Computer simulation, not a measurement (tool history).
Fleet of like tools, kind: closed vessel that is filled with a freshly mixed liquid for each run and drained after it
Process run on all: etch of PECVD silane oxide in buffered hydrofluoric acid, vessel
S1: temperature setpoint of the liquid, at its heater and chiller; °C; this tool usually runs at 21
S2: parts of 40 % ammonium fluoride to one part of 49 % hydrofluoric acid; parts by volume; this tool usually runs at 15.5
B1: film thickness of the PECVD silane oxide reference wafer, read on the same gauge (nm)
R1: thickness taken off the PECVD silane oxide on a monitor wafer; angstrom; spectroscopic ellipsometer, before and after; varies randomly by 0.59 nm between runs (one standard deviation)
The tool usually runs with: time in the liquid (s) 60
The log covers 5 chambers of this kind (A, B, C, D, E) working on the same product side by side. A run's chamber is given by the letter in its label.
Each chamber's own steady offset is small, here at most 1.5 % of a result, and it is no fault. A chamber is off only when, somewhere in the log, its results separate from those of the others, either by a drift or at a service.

run 1A hour=2.5 | S1=21 S2=15.5 time_in_the_liquid_(s)=60 | B1=89.961 | R1=1674.8
run 2E hour=6.2 | S1=21 S2=15.5 time_in_the_liquid_(s)=60 | B1=90.001 | R1=1700.7
run 3D hour=10.3 | S1=21 S2=15.5 time_in_the_liquid_(s)=60 | B1=89.973 | R1=1681.7
run 4B hour=12.4 | S1=21 S2=15.5 time_in_the_liquid_(s)=60 | B1=89.938 | R1=1663.7
run 5C hour=16.7 | S1=21 S2=15.5 time_in_the_liquid_(s)=60 | B1=89.968 | R1=1671.1
run 6C hour=20 | S1=21 S2=15.5 time_in_the_liquid_(s)=60 | B1=89.992 | R1=1656.2
run 7B hour=23.3 | S1=21 S2=15.5 time_in_the_liquid_(s)=60 | B1=90.029 | R1=1651.1
run 8A hour=26.5 | S1=21 S2=15.5 time_in_the_liquid_(s)=60 | B1=89.987 | R1=1677.4
run 9D hour=29.1 | S1=21 S2=15.5 time_in_the_liquid_(s)=60 | B1=90.016 | R1=1685.7
run 10E hour=31.7 | S1=21 S2=15.5 time_in_the_liquid_(s)=60 | B1=89.969 | R1=1676
run 11B hour=35.6 | S1=21 S2=15.5 time_in_the_liquid_(s)=60 | B1=90.01 | R1=1660.4
run 12D hour=37.8 | S1=21 S2=15.5 time_in_the_liquid_(s)=60 | B1=89.988 | R1=1693.6
run 13E hour=41.4 | S1=21 S2=15.5 time_in_the_liquid_(s)=60 | B1=89.99 | R1=1688.8
run 14C hour=44.5 | S1=21 S2=15.5 time_in_the_liquid_(s)=60 | B1=90.001 | R1=1663.8
run 15A hour=47.5 | S1=21 S2=15.5 time_in_the_liquid_(s)=60 | B1=89.997 | R1=1671.2
run 16C hour=49.5 | S1=21 S2=15.5 time_in_the_liquid_(s)=60 | B1=89.996 | R1=1656.7
run 17D hour=52.8 | S1=21 S2=15.5 time_in_the_liquid_(s)=60 | B1=89.986 | R1=1684.7
run 18B hour=56.5 | S1=21 S2=15.5 time_in_the_liquid_(s)=60 | B1=89.979 | R1=1656.8
run 19A hour=58.6 | S1=21 S2=15.5 time_in_the_liquid_(s)=60 | B1=90.015 | R1=1680.1
run 20E hour=62.2 | S1=21 S2=15.5 time_in_the_liquid_(s)=60 | B1=89.986 | R1=1685.8
run 21E hour=65.7 | S1=21 S2=15.5 time_in_the_liquid_(s)=60 | B1=90.032 | R1=1683
run 22B hour=68.4 | S1=21 S2=15.5 time_in_the_liquid_(s)=60 | B1=89.989 | R1=1656.3
run 23A hour=72.9 | S1=21 S2=12 time_in_the_liquid_(s)=85 | B1=90.004 | R1=3051.8
run 24C hour=75.1 | S1=21 S2=12 time_in_the_liquid_(s)=85 | B1=89.937 | R1=2993.4
run 25D hour=79.4 | S1=21 S2=12 time_in_the_liquid_(s)=85 | B1=89.995 | R1=3076.3
run 26D hour=82.2 | S1=21 S2=12 time_in_the_liquid_(s)=85 | B1=89.96 | R1=3075.7
run 27A hour=85.1 | S1=21 S2=12 time_in_the_liquid_(s)=85 | B1=89.975 | R1=3030.3
run 28B hour=89.7 | S1=21 S2=15.5 time_in_the_liquid_(s)=60 | B1=89.951 | R1=1653.7
run 29E hour=92.3 | S1=21 S2=15.5 time_in_the_liquid_(s)=60 | B1=89.925 | R1=1684.2
run 30C hour=96.5 | S1=19 S2=15.5 time_in_the_liquid_(s)=60 | B1=89.991 | R1=1461.8
run 31B hour=99.6 | S1=19 S2=15.5 time_in_the_liquid_(s)=60 | B1=90.023 | R1=1483.6
run 32D hour=102.9 | S1=19 S2=15.5 time_in_the_liquid_(s)=60 | B1=89.989 | R1=1506.9
run 33C hour=107.2 | S1=19 S2=15.5 time_in_the_liquid_(s)=60 | B1=90.019 | R1=1469.4
run 34E hour=109.6 | S1=19 S2=15.5 time_in_the_liquid_(s)=60 | B1=90.008 | R1=1507.6
run 35A hour=112.1 | S1=21 S2=15.5 time_in_the_liquid_(s)=60 | B1=90.026 | R1=1672.8
run 36A hour=115.4 | S1=21 S2=15.5 time_in_the_liquid_(s)=60 | B1=89.965 | R1=1692.2
run 37C hour=119.2 | S1=21 S2=15.5 time_in_the_liquid_(s)=60 | B1=89.972 | R1=1630.5
run 38E hour=121.3 | S1=21 S2=15.5 time_in_the_liquid_(s)=60 | B1=89.976 | R1=1691.5
run 39B hour=125.3 | S1=21 S2=15.5 time_in_the_liquid_(s)=60 | B1=89.998 | R1=1673.3
run 40D hour=128.9 | S1=21 S2=15.5 time_in_the_liquid_(s)=60 | B1=89.996 | R1=1684.8
run 41B hour=131.4 | S1=21 S2=15.5 time_in_the_liquid_(s)=60 | B1=90.02 | R1=1656.4

Which is it: a chamber that has drifted or been left off by a service, a gauge drift common to all chambers, or only each chamber's usual small offset? If a chamber is off, name it and its likeliest cause.

It is chamber C that slowly wanders off from its peers.
Most likely cause: hydrofluoric acid flow below the setpoint (%) = 2.63.
It could be hard to tell apart here from: liquid colder than its thermometer reads (K).

Which of the 4 candidates below, each the usual settings with something changed and its results left as question marks, puts chamber C back in line with what the other chambers give on the usual settings?
A result is in line if it is within this distance of the other chambers' mean on the usual settings: R1 21 angstrom
run 42C-1 hour=134.7 | S1=21 S2=15 time_in_the_liquid_(s)=60 | R1=?
run 42C-2 hour=134.7 | S1=21.5 S2=15 time_in_the_liquid_(s)=60 | R1=?
run 42C-3 hour=134.7 | S1=21 S2=16 time_in_the_liquid_(s)=60 | R1=?
run 42C-4 hour=134.7 | S1=20.5 S2=16 time_in_the_liquid_(s)=60 | R1=?

On the usual settings, the other chambers give on average: R1 1678.7 angstrom
run=42C-1 R1=1679.8
run=42C-2 R1=1727.1
run=42C-3 R1=1576.6
run=42C-4 R1=1533.2
It is 42C-1 that realigns the chamber with its peers.
